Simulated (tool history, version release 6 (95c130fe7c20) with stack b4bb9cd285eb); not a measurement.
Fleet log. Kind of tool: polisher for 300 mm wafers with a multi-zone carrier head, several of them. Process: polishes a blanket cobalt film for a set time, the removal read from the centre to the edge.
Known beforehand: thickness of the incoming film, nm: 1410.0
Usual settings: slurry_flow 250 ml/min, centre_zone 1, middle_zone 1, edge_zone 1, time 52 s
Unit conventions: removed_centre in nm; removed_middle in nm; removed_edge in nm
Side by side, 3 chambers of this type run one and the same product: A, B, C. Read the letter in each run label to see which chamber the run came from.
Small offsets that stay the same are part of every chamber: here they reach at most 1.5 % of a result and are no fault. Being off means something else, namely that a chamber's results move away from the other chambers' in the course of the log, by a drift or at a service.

| run | day | slurry_flow | centre_zone | middle_zone | edge_zone | time | wafers polished on this pad | hours since the slurry nozzle was cleaned | hours since the centre zone pressure was calibrated | hours since the edge zone pressure was calibrated | removed_centre | removed_middle | removed_edge |
|---|---|---|---|---|---|---|---|---|---|---|---|---|---|
| 1C | 0.496 | 250 | 1 | 1 | 1 | 52 | 222 | 131.4 | 546.1 | 531.2 | 265.19 | 264.15 | 261.16 |
| 2B | 1.079 | 250 | 1 | 1 | 1 | 52 | 695 | 437.2 | 793.7 | 40.2 | 257.08 | 263.74 | 265.43 |
| 3A | 1.542 | 250 | 1 | 1 | 1 | 52 | 1172 | 315.1 | 393.4 | 237.8 | 262.66 | 259.4 | 264.85 |
| 4B | 1.975 | 250 | 1 | 1 | 1 | 52 | 972 | 458.7 | 815.2 | 61.7 | 258.43 | 257.93 | 263.81 |
|  | 2.383 | chamber A: worn pad replaced by a new one |
| 5A | 2.471 | 250 | 1 | 1 | 1 | 52 | 27 | 337.4 | 415.7 | 260.1 | 265.24 | 263.34 | 265.67 |
| 6C | 2.829 | 250 | 1 | 1 | 1 | 52 | 945 | 187.4 | 602.1 | 587.2 | 260.92 | 254.64 | 260.14 |
| 7B | 3.158 | 250 | 1 | 1 | 1 | 52 | 1339 | 487.1 | 843.6 | 90.1 | 263.91 | 264.81 | 264.12 |
|  | 3.433 | chamber C: worn pad replaced by a new one |
| 8C | 3.662 | 250 | 1 | 1 | 1 | 52 | 71 | 207.4 | 622.1 | 607.2 | 258.17 | 267.79 | 257.87 |
| 9A | 4.088 | 250 | 1 | 1 | 1 | 52 | 528 | 376.2 | 454.5 | 298.9 | 263.57 | 259.52 | 260.62 |
| 10A | 4.421 | 250 | 1 | 1 | 1 | 52 | 631 | 384.2 | 462.5 | 306.9 | 259.68 | 262.09 | 265.59 |
| 11C | 4.808 | 250 | 1 | 1 | 1 | 52 | 426 | 234.9 | 649.6 | 634.7 | 260.89 | 262.57 | 259.26 |
| 12B | 5.304 | 250 | 1 | 1 | 1 | 52 | 2004 | 538.6 | 895.1 | 141.6 | 255.89 | 262.37 | 268.79 |
| 13B | 5.696 | 250 | 1 | 1 | 1 | 52 | 2125 | 548 | 904.5 | 151 | 265.02 | 261.9 | 265.64 |
| 14C | 6.092 | 250 | 1 | 1 | 1 | 52 | 823 | 265.7 | 680.4 | 665.5 | 262.23 | 262.98 | 258.72 |
|  | 6.329 | chamber A: worn pad replaced by a new one |
| 15A | 6.525 | 250 | 1 | 1 | 1 | 52 | 60 | 434.7 | 513 | 357.4 | 256.33 | 260.65 | 266.18 |
| 16A | 7 | 250 | 1 | 1 | 1 | 52 | 207 | 446.1 | 524.4 | 368.8 | 260.4 | 264.69 | 263.68 |
|  | 7.233 | chamber C: worn pad replaced by a new one |
| 17B | 7.429 | 250 | 1 | 1 | 1 | 52 | 2662 | 589.6 | 946.1 | 192.6 | 255.63 | 259.32 | 261.51 |
| 18C | 7.808 | 250 | 1 | 1 | 1 | 52 | 178 | 306.9 | 721.6 | 706.7 | 263.56 | 259.26 | 257.64 |
| 19B | 8.238 | 250 | 1 | 1 | 1 | 52 | 2912 | 609 | 965.5 | 212 | 258.5 | 258.06 | 251.85 |
|  | 8.479 | chamber C: slurry nozzle cleaned |
| 20A | 8.558 | 250 | 1 | 1 | 0.95 | 52 | 690 | 483.5 | 561.8 | 406.2 | 258.9 | 266.52 | 257.78 |
|  | 8.662 | chamber B: slurry nozzle cleaned |
| 21C | 8.9 | 250 | 1 | 1 | 0.95 | 52 | 517 | 10.2 | 747.8 | 732.9 | 269.08 | 261.07 | 253.36 |
| 22A | 9.442 | 250 | 1 | 1 | 0.95 | 52 | 964 | 504.7 | 583 | 427.4 | 264.83 | 259.52 | 254.86 |
| 23C | 9.938 | 250 | 1 | 1 | 1 | 52 | 838 | 35.1 | 772.7 | 757.8 | 257.82 | 263.57 | 258.13 |
|  | 10.529 | chamber C: worn pad replaced by a new one |
| 24B | 10.617 | 250 | 1 | 1 | 1 | 52 | 3649 | 47 | 1022.6 | 269.1 | 250.48 | 247.3 | 252.89 |
|  | 10.667 | chamber A: worn pad replaced by a new one |
| 25A | 10.938 | 250 | 1 | 1 | 1 | 52 | 84 | 540.6 | 618.9 | 463.3 | 262.49 | 259.57 | 264.3 |
| 26C | 11.608 | 185 | 1 | 1 | 1 | 52 | 335 | 75.2 | 812.8 | 797.9 | 248.75 | 253.99 | 253.14 |
| 27B | 11.908 | 185 | 1 | 1 | 1 | 52 | 4050 | 78 | 1053.6 | 300.1 | 238.59 | 243.49 | 239.43 |
| 28C | 12.533 | 185 | 1 | 1 | 1 | 52 | 621 | 97.4 | 835 | 820.1 | 254.98 | 252.14 | 254.49 |
| 29B | 13.067 | 250 | 1 | 1 | 1 | 52 | 4408 | 105.8 | 1081.4 | 327.9 | 240.38 | 245.13 | 247.01 |

The same settings go to every chamber for the next run, one line per chamber below. Forecast the results for each:
| 30A | 13.55 | 250 | 1 | 1 | 1 | 42 |  |  |  |  | ? | ? | ? |
| 30B | 13.55 | 250 | 1 | 1 | 1 | 42 |  |  |  |  | ? | ? | ? |
| 30C | 13.55 | 250 | 1 | 1 | 1 | 42 |  |  |  |  | ? | ? | ? |

| run | removed_centre | removed_middle | removed_edge |
|---|---|---|---|
| 30A | 211.17 | 213.46 | 211.89 |
| 30B | 194.34 | 200.99 | 198.29 |
| 30C | 210.64 | 213.02 | 209.72 |
